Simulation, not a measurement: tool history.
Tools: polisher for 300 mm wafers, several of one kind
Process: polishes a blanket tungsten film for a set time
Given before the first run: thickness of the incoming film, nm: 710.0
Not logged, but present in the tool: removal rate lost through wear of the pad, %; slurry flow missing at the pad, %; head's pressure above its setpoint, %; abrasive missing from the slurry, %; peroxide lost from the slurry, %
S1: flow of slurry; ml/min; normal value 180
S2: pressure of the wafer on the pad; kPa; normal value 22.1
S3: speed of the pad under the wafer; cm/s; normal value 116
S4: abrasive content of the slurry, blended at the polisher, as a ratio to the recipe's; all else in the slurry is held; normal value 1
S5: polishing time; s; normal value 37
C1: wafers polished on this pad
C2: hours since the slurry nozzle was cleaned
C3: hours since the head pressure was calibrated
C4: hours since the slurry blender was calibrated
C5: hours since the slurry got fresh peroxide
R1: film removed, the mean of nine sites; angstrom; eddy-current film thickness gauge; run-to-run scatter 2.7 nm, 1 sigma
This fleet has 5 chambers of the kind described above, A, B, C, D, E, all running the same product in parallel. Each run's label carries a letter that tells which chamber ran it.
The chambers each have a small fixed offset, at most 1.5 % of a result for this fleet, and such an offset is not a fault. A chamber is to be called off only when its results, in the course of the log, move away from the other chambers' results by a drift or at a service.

At day 0.012: chamber A: slurry nozzle cleaned.
At day 0.083: chamber B: slurry blender recalibrated.
At day 0.146: chamber A: worn pad replaced by a new one.
At day 0.317: chamber D: slurry tank refilled with fresh slurry and peroxide.
Run 1D, day 0.367: usual settings; C1 334; C2 343.0; C3 653.2; C4 112.6; C5 1.3. Result: R1 1822.2 angstrom.
At day 0.538: chamber D: slurry blender recalibrated.
At day 0.788: chamber C: worn pad replaced by a new one.
Run 2B, day 0.792: usual settings; C1 195; C2 158.1; C3 271.7; C4 17.1; C5 45.7. Result: R1 1810.2 angstrom.
At day 1.054: chamber B: head pressure recalibrated.
Run 3A, day 1.058: usual settings; C1 207; C2 25.2; C3 55.3; C4 124.7; C5 91.3. Result: R1 1855.6 angstrom.
Run 4C, day 1.504: usual settings; C1 162; C2 401.7; C3 552.1; C4 52.0; C5 39.5. Result: R1 1799.4 angstrom.
Run 5E, day 1.921: usual settings; C1 819; C2 278.1; C3 326.0; C4 125.1; C5 47.4. Result: R1 1810.0 angstrom.
Run 6B, day 2.325: usual settings; C1 543; C2 194.9; C3 30.6; C4 53.9; C5 82.5. Result: R1 1788.3 angstrom.
Run 7C, day 2.558: usual settings; C1 402; C2 427.0; C3 577.4; C4 77.3; C5 64.8. Result: R1 1827.9 angstrom.
At day 2.850: chamber D: worn pad replaced by a new one.
Run 8A, day 2.942: usual settings but S1 145 ml/min, S2 27.6 kPa; C1 634; C2 70.4; C3 100.5; C4 169.9; C5 136.5. Result: R1 2139.7 angstrom.
At day 3.138: chamber A: slurry tank refilled with fresh slurry and peroxide.
At day 3.271: chamber B: worn pad replaced by a new one.
Run 9D, day 3.312: usual settings but S1 145 ml/min, S2 27.6 kPa; C1 105; C2 413.7; C3 723.9; C4 66.7; C5 72.0. Result: R1 2168.4 angstrom.
At day 3.333: chamber D: slurry tank refilled with fresh slurry and peroxide.
At day 3.396: chamber C: slurry tank refilled with fresh slurry and peroxide.
At day 3.504: chamber E: slurry blender recalibrated.
Run 10E, day 3.729: usual settings but S1 145 ml/min, S2 27.6 kPa; C1 1229; C2 321.5; C3 369.4; C4 5.5; C5 90.8. Result: R1 2210.8 angstrom.
Run 11C, day 4.188: usual settings but S1 145 ml/min, S2 27.6 kPa; C1 771; C2 466.1; C3 616.5; C4 116.4; C5 19.1. Result: R1 2186.7 angstrom.
At day 4.271: chamber E: worn pad replaced by a new one.
At day 4.292: chamber A: worn pad replaced by a new one.
Run 12B, day 4.683: usual settings but S1 145 ml/min, S2 27.6 kPa; C1 320; C2 251.5; C3 87.2; C4 110.5; C5 139.1. Result: R1 2070.7 angstrom.
Run 13E, day 5.054: usual settings; C1 178; C2 353.3; C3 401.2; C4 37.3; C5 122.6. Result: R1 1897.3 angstrom.
At day 5.492: chamber A: slurry blender recalibrated.
Run 14D, day 5.562: usual settings; C1 615; C2 467.7; C3 777.9; C4 120.7; C5 53.6. Result: R1 1804.5 angstrom.
Run 15A, day 5.808: usual settings; C1 344; C2 139.2; C3 169.3; C4 7.6; C5 64.2. Result: R1 1777.4 angstrom.
At day 5.867: chamber D: slurry tank refilled with fresh slurry and peroxide.
At day 5.950: chamber E: slurry nozzle cleaned.
At day 6.233: chamber C: worn pad replaced by a new one.
Run 16D, day 6.254: usual settings but S3 150 cm/s; C1 772; C2 484.3; C3 794.5; C4 137.3; C5 9.3. Result: R1 2348.0 angstrom.
At day 6.400: chamber D: head pressure recalibrated.
At day 6.454: chamber C: head pressure recalibrated.
At day 6.529: chamber C: slurry tank refilled with fresh slurry and peroxide.
At day 6.575: chamber D: worn pad replaced by a new one.
At day 6.683: chamber D: slurry blender recalibrated.
Run 17C, day 6.742: usual settings but S3 150 cm/s; C1 116; C2 527.4; C3 7.0; C4 177.7; C5 5.2. Result: R1 2397.9 angstrom.
At day 7.038: chamber E: slurry tank refilled with fresh slurry and peroxide.
At day 7.200: chamber B: worn pad replaced by a new one.
Run 18A, day 7.250: usual settings but S3 150 cm/s; C1 671; C2 173.8; C3 203.9; C4 42.2; C5 98.8. Result: R1 2337.3 angstrom.
Run 19E, day 7.575: usual settings but S3 150 cm/s; C1 749; C2 39.0; C3 461.7; C4 97.8; C5 13.0. Result: R1 2312.1 angstrom.
At day 7.683: chamber C: slurry blender recalibrated.
Run 20B, day 7.967: usual settings but S3 150 cm/s; C1 174; C2 330.3; C3 166.0; C4 189.3; C5 217.9. Result: R1 2136.2 angstrom.
At day 8.204: chamber A: slurry tank refilled with fresh slurry and peroxide.
At day 8.308: chamber A: worn pad replaced by a new one.
At day 8.425: chamber D: slurry tank refilled with fresh slurry and peroxide.
Run 21B, day 8.475: usual settings; C1 289; C2 342.5; C3 178.2; C4 201.5; C5 230.1. Result: R1 1620.9 angstrom.
Run 22E, day 8.733: usual settings; C1 1012; C2 66.8; C3 489.5; C4 125.6; C5 40.8. Result: R1 1809.4 angstrom.
At day 8.929: chamber E: worn pad replaced by a new one.
Run 23A, day 9.138: usual settings but S1 150 ml/min; C1 188; C2 219.1; C3 249.2; C4 87.5; C5 22.5. Result: R1 1761.1 angstrom.
Run 24D, day 9.550: usual settings but S1 150 ml/min; C1 675; C2 563.4; C3 75.6; C4 68.8; C5 27.0. Result: R1 1823.0 angstrom.
Run 25C, day 9.950: usual settings but S1 150 ml/min; C1 843; C2 604.4; C3 84.0; C4 54.5; C5 82.2. Result: R1 1749.7 angstrom.
At day 10.375: chamber E: slurry blender recalibrated.
Run 26D, day 10.383: usual settings but S1 150 ml/min; C1 864; C2 583.4; C3 95.6; C4 88.8; C5 47.0. Result: R1 1764.8 angstrom.
Run 27A, day 10.675: usual settings but S1 150 ml/min; C1 537; C2 256.0; C3 286.1; C4 124.4; C5 59.4. Result: R1 1729.3 angstrom.
At day 10.679: chamber C: slurry tank refilled with fresh slurry and peroxide.
At day 10.858: chamber D: worn pad replaced by a new one.
Run 28C, day 10.908: usual settings; C1 1061; C2 627.4; C3 107.0; C4 77.5; C5 5.6. Result: R1 1832.6 angstrom.
At day 11.100: chamber C: worn pad replaced by a new one.
Run 29E, day 11.171: usual settings; C1 509; C2 125.3; C3 548.0; C4 19.2; C5 99.3. Result: R1 1779.0 angstrom.
At day 11.258: chamber D: slurry tank refilled with fresh slurry and peroxide.
At day 11.388: chamber B: worn pad replaced by a new one.
Run 30B, day 11.604: usual settings; C1 49; C2 417.6; C3 253.3; C4 276.6; C5 305.2. Result: R1 1528.9 angstrom.
Run 31B, day 11.921: usual settings; C1 121; C2 425.2; C3 260.9; C4 284.2; C5 312.8. Result: R1 1556.8 angstrom.
At day 11.942: chamber A: worn pad replaced by a new one.
At day 11.988: chamber A: slurry nozzle cleaned.
Run 32C, day 12.429: usual settings; C1 301; C2 663.9; C3 143.5; C4 114.0; C5 42.1. Result: R1 1767.3 angstrom.
At day 12.567: chamber D: slurry nozzle cleaned.
At day 12.746: chamber D: slurry blender recalibrated.
Run 33D, day 12.942: usual settings; C1 472; C2 9.0; C3 157.0; C4 4.7; C5 40.4. Result: R1 1804.3 angstrom.
At day 13.138: chamber A: slurry tank refilled with fresh slurry and peroxide.
Run 34E, day 13.308: usual settings; C1 994; C2 176.6; C3 599.3; C4 70.5; C5 150.6. Result: R1 1815.0 angstrom.
Run 35A, day 13.721: usual settings; C1 403; C2 41.7; C3 359.2; C4 197.5; C5 14.1. Result: R1 1830.7 angstrom.

Decide between three cases: one chamber stands off from its peers, the gauge reading all wafers drifts, or nothing is wrong past each chamber's small offset. Where a chamber is off, say which and what most likely put it there.

It is chamber B that slowly wanders off from its peers.
What lies behind it: peroxide lost from the slurry, % = 41.2.

Chamber B could run next with any of the 4 candidate recipes listed below; each alters the usual settings, and their results appear as question marks. Which one brings its results back in line with what the other chambers deliver on the usual settings?
A result is in line if it is within this distance of the other chambers' mean on the usual settings: R1 95.0 angstrom
Run 36B-1, day 14.096: usual settings but S1 185 ml/min, S2 24.8 kPa, S3 130 cm/s, S5 42 s. Result: R1 ?.
Run 36B-2, day 14.096: usual settings but S3 104 cm/s, S5 33 s. Result: R1 ?.
Run 36B-3, day 14.096: usual settings but S3 130 cm/s, S5 42 s. Result: R1 ?.
Run 36B-4, day 14.096: usual settings but S1 175 ml/min, S2 18.6 kPa, S4 0.95, S5 31 s. Result: R1 ?.

Usual-settings mean across the other chambers: R1 1812.4 angstrom
  run      R1
36B-1  2059.5
36B-2  1151.0
36B-3  1825.5
36B-4  1001.5
The answer is 36B-3, which returns the chamber to within the allowed miss of the others.
